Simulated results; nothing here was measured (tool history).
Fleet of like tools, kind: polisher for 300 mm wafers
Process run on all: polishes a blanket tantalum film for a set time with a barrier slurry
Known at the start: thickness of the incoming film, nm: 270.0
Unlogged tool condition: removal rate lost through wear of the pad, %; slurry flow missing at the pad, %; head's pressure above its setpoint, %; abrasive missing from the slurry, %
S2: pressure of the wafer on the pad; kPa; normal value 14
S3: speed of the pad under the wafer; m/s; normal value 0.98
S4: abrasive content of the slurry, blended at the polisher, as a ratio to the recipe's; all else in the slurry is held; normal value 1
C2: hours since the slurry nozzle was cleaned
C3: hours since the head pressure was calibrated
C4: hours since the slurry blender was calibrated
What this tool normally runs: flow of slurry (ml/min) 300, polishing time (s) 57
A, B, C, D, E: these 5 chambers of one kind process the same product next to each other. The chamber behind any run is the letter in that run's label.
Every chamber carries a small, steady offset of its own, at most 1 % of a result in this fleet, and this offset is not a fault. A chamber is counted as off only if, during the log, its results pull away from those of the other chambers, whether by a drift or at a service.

{"day": 0.208, "done": "chamber B: worn pad replaced by a new one"}
{"run": "1D", "day": 0.271, "flow of slurry (ml/min)": 300, "S2": 14, "S3": 0.98, "S4": 1, "polishing time (s)": 57, "wafers polished on this pad": 942, "C2": 256, "C3": 824.8, "C4": 190.9, "film removed (angstrom)": 888.28}
{"run": "2A", "day": 0.596, "flow of slurry (ml/min)": 300, "S2": 14, "S3": 0.98, "S4": 1, "polishing time (s)": 57, "wafers polished on this pad": 759, "C2": 427.4, "C3": 353.3, "C4": 236.9, "film removed (angstrom)": 870.97}
{"day": 0.671, "done": "chamber D: head pressure recalibrated"}
{"run": "3E", "day": 0.917, "flow of slurry (ml/min)": 300, "S2": 14, "S3": 0.98, "S4": 1, "polishing time (s)": 57, "wafers polished on this pad": 586, "C2": 243.1, "C3": 586.5, "C4": 157.9, "film removed (angstrom)": 885.07}
{"day": 0.967, "done": "chamber A: worn pad replaced by a new one"}
{"day": 1.021, "done": "chamber E: worn pad replaced by a new one"}
{"run": "4C", "day": 1.088, "flow of slurry (ml/min)": 300, "S2": 14, "S3": 0.98, "S4": 1, "polishing time (s)": 57, "wafers polished on this pad": 842, "C2": 516.3, "C3": 668.6, "C4": 108.5, "film removed (angstrom)": 861.56}
{"day": 1.254, "done": "chamber D: worn pad replaced by a new one"}
{"run": "5B", "day": 1.342, "flow of slurry (ml/min)": 300, "S2": 14, "S3": 0.98, "S4": 1, "polishing time (s)": 57, "wafers polished on this pad": 255, "C2": 105.2, "C3": 784.3, "C4": 248.2, "film removed (angstrom)": 891.38}
{"day": 1.504, "done": "chamber D: slurry blender recalibrated"}
{"run": "6D", "day": 1.588, "flow of slurry (ml/min)": 300, "S2": 14, "S3": 0.98, "S4": 1, "polishing time (s)": 57, "wafers polished on this pad": 74, "C2": 287.6, "C3": 22.1, "C4": 2.1, "film removed (angstrom)": 875.64}
{"run": "7B", "day": 1.758, "flow of slurry (ml/min)": 300, "S2": 14, "S3": 0.98, "S4": 1, "polishing time (s)": 57, "wafers polished on this pad": 348, "C2": 115.2, "C3": 794.3, "C4": 258.2, "film removed (angstrom)": 890.88}
{"day": 2.0, "done": "chamber C: slurry nozzle cleaned"}
{"run": "8E", "day": 2.046, "flow of slurry (ml/min)": 300, "S2": 14, "S3": 0.98, "S4": 1, "polishing time (s)": 57, "wafers polished on this pad": 230, "C2": 270.2, "C3": 613.6, "C4": 185, "film removed (angstrom)": 870.78}
{"run": "9C", "day": 2.238, "flow of slurry (ml/min)": 300, "S2": 14, "S3": 0.98, "S4": 1, "polishing time (s)": 57, "wafers polished on this pad": 1101, "C2": 5.7, "C3": 696.2, "C4": 136.1, "film removed (angstrom)": 868.88}
{"run": "10A", "day": 2.483, "flow of slurry (ml/min)": 300, "S2": 14, "S3": 0.98, "S4": 1, "polishing time (s)": 57, "wafers polished on this pad": 341, "C2": 472.7, "C3": 398.6, "C4": 282.2, "film removed (angstrom)": 874.97}
{"run": "11C", "day": 2.638, "flow of slurry (ml/min)": 300, "S2": 14, "S3": 0.98, "S4": 1, "polishing time (s)": 57, "wafers polished on this pad": 1190, "C2": 15.3, "C3": 705.8, "C4": 145.7, "film removed (angstrom)": 872.06}
{"day": 2.854, "done": "chamber B: slurry blender recalibrated"}
{"run": "12A", "day": 2.954, "flow of slurry (ml/min)": 300, "S2": 14, "S3": 0.98, "S4": 1, "polishing time (s)": 57, "wafers polished on this pad": 446, "C2": 484, "C3": 409.9, "C4": 293.5, "film removed (angstrom)": 873.58}
{"run": "13B", "day": 3.117, "flow of slurry (ml/min)": 300, "S2": 14, "S3": 0.98, "S4": 1, "polishing time (s)": 57, "wafers polished on this pad": 653, "C2": 147.8, "C3": 826.9, "C4": 6.3, "film removed (angstrom)": 879.35}
{"run": "14D", "day": 3.325, "flow of slurry (ml/min)": 300, "S2": 14, "S3": 0.98, "S4": 1, "polishing time (s)": 57, "wafers polished on this pad": 465, "C2": 329.3, "C3": 63.8, "C4": 43.8, "film removed (angstrom)": 886.57}
{"day": 3.329, "done": "chamber C: worn pad replaced by a new one"}
{"day": 3.479, "done": "chamber E: head pressure recalibrated"}
{"day": 3.5, "done": "chamber E: worn pad replaced by a new one"}
{"run": "15E", "day": 3.604, "flow of slurry (ml/min)": 300, "S2": 14, "S3": 0.98, "S4": 1, "polishing time (s)": 57, "wafers polished on this pad": 24, "C2": 307.6, "C3": 3.1, "C4": 222.4, "film removed (angstrom)": 877.69}
{"run": "16E", "day": 3.925, "flow of slurry (ml/min)": 300, "S2": 14, "S3": 0.98, "S4": 1, "polishing time (s)": 57, "wafers polished on this pad": 96, "C2": 315.3, "C3": 10.8, "C4": 230.1, "film removed (angstrom)": 885.93}
{"run": "17D", "day": 4.117, "flow of slurry (ml/min)": 300, "S2": 14, "S3": 0.98, "S4": 1, "polishing time (s)": 57, "wafers polished on this pad": 642, "C2": 348.3, "C3": 82.8, "C4": 62.8, "film removed (angstrom)": 882.69}
{"day": 4.258, "done": "chamber C: slurry blender recalibrated"}
{"run": "18C", "day": 4.412, "flow of slurry (ml/min)": 300, "S2": 14, "S3": 0.98, "S4": 1, "polishing time (s)": 57, "wafers polished on this pad": 243, "C2": 57.9, "C3": 748.4, "C4": 3.8, "film removed (angstrom)": 876}
{"day": 4.442, "done": "chamber C: head pressure recalibrated"}
{"run": "19A", "day": 4.675, "flow of slurry (ml/min)": 300, "S2": 14, "S3": 0.98, "S4": 1, "polishing time (s)": 57, "wafers polished on this pad": 833, "C2": 525.3, "C3": 451.2, "C4": 334.8, "film removed (angstrom)": 876.05}
{"day": 4.721, "done": "chamber A: worn pad replaced by a new one"}
{"run": "20B", "day": 4.871, "flow of slurry (ml/min)": 300, "S2": 14, "S3": 0.98, "S4": 1, "polishing time (s)": 57, "wafers polished on this pad": 1047, "C2": 189.9, "C3": 869, "C4": 48.4, "film removed (angstrom)": 878.86}
{"run": "21C", "day": 5.092, "flow of slurry (ml/min)": 300, "S2": 14, "S3": 0.98, "S4": 1, "polishing time (s)": 57, "wafers polished on this pad": 396, "C2": 74.2, "C3": 15.7, "C4": 20.1, "film removed (angstrom)": 936.96}
{"run": "22E", "day": 5.275, "flow of slurry (ml/min)": 300, "S2": 14, "S3": 0.98, "S4": 1, "polishing time (s)": 57, "wafers polished on this pad": 399, "C2": 347.7, "C3": 43.2, "C4": 262.5, "film removed (angstrom)": 879.52}
{"run": "23D", "day": 5.479, "flow of slurry (ml/min)": 300, "S2": 14, "S3": 0.98, "S4": 1, "polishing time (s)": 57, "wafers polished on this pad": 948, "C2": 381, "C3": 115.5, "C4": 95.5, "film removed (angstrom)": 873.35}
{"run": "24B", "day": 5.775, "flow of slurry (ml/min)": 300, "S2": 14, "S3": 0.98, "S4": 1, "polishing time (s)": 57, "wafers polished on this pad": 1250, "C2": 211.6, "C3": 890.7, "C4": 70.1, "film removed (angstrom)": 882.58}
{"day": 5.792, "done": "chamber E: slurry blender recalibrated"}
{"day": 5.979, "done": "chamber E: worn pad replaced by a new one"}
{"run": "25A", "day": 6.088, "flow of slurry (ml/min)": 300, "S2": 14, "S3": 0.98, "S4": 1, "polishing time (s)": 57, "wafers polished on this pad": 307, "C2": 559.2, "C3": 485.1, "C4": 368.7, "film removed (angstrom)": 879.06}
{"run": "26E", "day": 6.271, "flow of slurry (ml/min)": 300, "S2": 14, "S3": 0.78, "S4": 0.75, "polishing time (s)": 57, "wafers polished on this pad": 65, "C2": 371.6, "C3": 67.1, "C4": 11.5, "film removed (angstrom)": 640.68}
{"day": 6.312, "done": "chamber B: worn pad replaced by a new one"}
{"run": "27D", "day": 6.471, "flow of slurry (ml/min)": 300, "S2": 14, "S3": 0.78, "S4": 0.75, "polishing time (s)": 57, "wafers polished on this pad": 1171, "C2": 404.8, "C3": 139.3, "C4": 119.3, "film removed (angstrom)": 634.65}
{"run": "28A", "day": 6.725, "flow of slurry (ml/min)": 300, "S2": 14, "S3": 0.78, "S4": 0.75, "polishing time (s)": 57, "wafers polished on this pad": 450, "C2": 574.5, "C3": 500.4, "C4": 384, "film removed (angstrom)": 626.13}
{"run": "29B", "day": 6.896, "flow of slurry (ml/min)": 300, "S2": 14, "S3": 0.78, "S4": 0.75, "polishing time (s)": 57, "wafers polished on this pad": 131, "C2": 238.5, "C3": 917.6, "C4": 97, "film removed (angstrom)": 639.35}
{"day": 6.958, "done": "chamber D: worn pad replaced by a new one"}
{"run": "30C", "day": 7.146, "flow of slurry (ml/min)": 300, "S2": 14, "S3": 0.78, "S4": 0.75, "polishing time (s)": 57, "wafers polished on this pad": 857, "C2": 123.5, "C3": 65, "C4": 69.4, "film removed (angstrom)": 668.28}
{"day": 7.229, "done": "chamber A: slurry blender recalibrated"}
{"run": "31C", "day": 7.346, "flow of slurry (ml/min)": 300, "S2": 14, "S3": 0.98, "S4": 1, "polishing time (s)": 48, "wafers polished on this pad": 902, "C2": 128.3, "C3": 69.8, "C4": 74.2, "film removed (angstrom)": 784.45}
{"run": "32E", "day": 7.583, "flow of slurry (ml/min)": 300, "S2": 14, "S3": 0.98, "S4": 1, "polishing time (s)": 48, "wafers polished on this pad": 360, "C2": 403.1, "C3": 98.6, "C4": 43, "film removed (angstrom)": 740.01}
{"run": "33A", "day": 7.808, "flow of slurry (ml/min)": 300, "S2": 14, "S3": 0.98, "S4": 1, "polishing time (s)": 48, "wafers polished on this pad": 693, "C2": 600.5, "C3": 526.4, "C4": 13.9, "film removed (angstrom)": 745.36}
{"run": "34D", "day": 8.008, "flow of slurry (ml/min)": 300, "S2": 14, "S3": 0.98, "S4": 1, "polishing time (s)": 48, "wafers polished on this pad": 235, "C2": 441.7, "C3": 176.2, "C4": 156.2, "film removed (angstrom)": 743.23}
{"run": "35B", "day": 8.308, "flow of slurry (ml/min)": 300, "S2": 14, "S3": 0.98, "S4": 1, "polishing time (s)": 48, "wafers polished on this pad": 448, "C2": 272.4, "C3": 951.5, "C4": 130.9, "film removed (angstrom)": 742.06}
{"day": 8.358, "done": "chamber E: worn pad replaced by a new one"}
{"run": "36B", "day": 8.55, "flow of slurry (ml/min)": 300, "S2": 14, "S3": 0.98, "S4": 1, "polishing time (s)": 57, "wafers polished on this pad": 503, "C2": 278.2, "C3": 957.3, "C4": 136.7, "film removed (angstrom)": 878.14}
{"run": "37D", "day": 8.796, "flow of slurry (ml/min)": 300, "S2": 14, "S3": 0.98, "S4": 1.15, "polishing time (s)": 57, "wafers polished on this pad": 412, "C2": 460.6, "C3": 195.1, "C4": 175.1, "film removed (angstrom)": 907.71}
{"run": "38E", "day": 9.05, "flow of slurry (ml/min)": 300, "S2": 14, "S3": 0.98, "S4": 1.15, "polishing time (s)": 57, "wafers polished on this pad": 156, "C2": 438.3, "C3": 133.8, "C4": 78.2, "film removed (angstrom)": 924.04}

Decide between three cases: one chamber stands off from its peers, the gauge reading all wafers drifts, or nothing is wrong past each chamber's small offset. Where a chamber is off, say which and what most likely put it there.

Chamber C has stood off from the others ever since a service on it.
Likeliest cause: head's pressure above its setpoint, % = 6.75.

Below are 4 candidate recipes for chamber C's next run, each the usual settings with a change, their results shown as question marks. Which of them brings C's results back in line with what the other chambers give on the usual settings?
In line means no further than this from the other chambers' mean on the usual settings: film removed (angstrom) 19
{"run": "39C-1", "day": 9.283, "flow of slurry (ml/min)": 300, "S2": 13.8, "S3": 0.9, "S4": 1, "polishing time (s)": 57, "film removed (angstrom)": "?"}
{"run": "39C-2", "day": 9.283, "flow of slurry (ml/min)": 300, "S2": 13.8, "S3": 0.98, "S4": 0.85, "polishing time (s)": 57, "film removed (angstrom)": "?"}
{"run": "39C-3", "day": 9.283, "flow of slurry (ml/min)": 300, "S2": 13.8, "S3": 0.98, "S4": 1.2, "polishing time (s)": 57, "film removed (angstrom)": "?"}
{"run": "39C-4", "day": 9.283, "flow of slurry (ml/min)": 300, "S2": 14.5, "S3": 1.02, "S4": 1, "polishing time (s)": 57, "film removed (angstrom)": "?"}

The other chambers' mean on the usual settings: film removed (angstrom) 878.21
run=39C-1 film_removed_(angstrom)=853.35
run=39C-2 film_removed_(angstrom)=882.54
run=39C-3 film_removed_(angstrom)=975.07
run=39C-4 film_removed_(angstrom)=1013
39C-2 brings the chamber back in line.

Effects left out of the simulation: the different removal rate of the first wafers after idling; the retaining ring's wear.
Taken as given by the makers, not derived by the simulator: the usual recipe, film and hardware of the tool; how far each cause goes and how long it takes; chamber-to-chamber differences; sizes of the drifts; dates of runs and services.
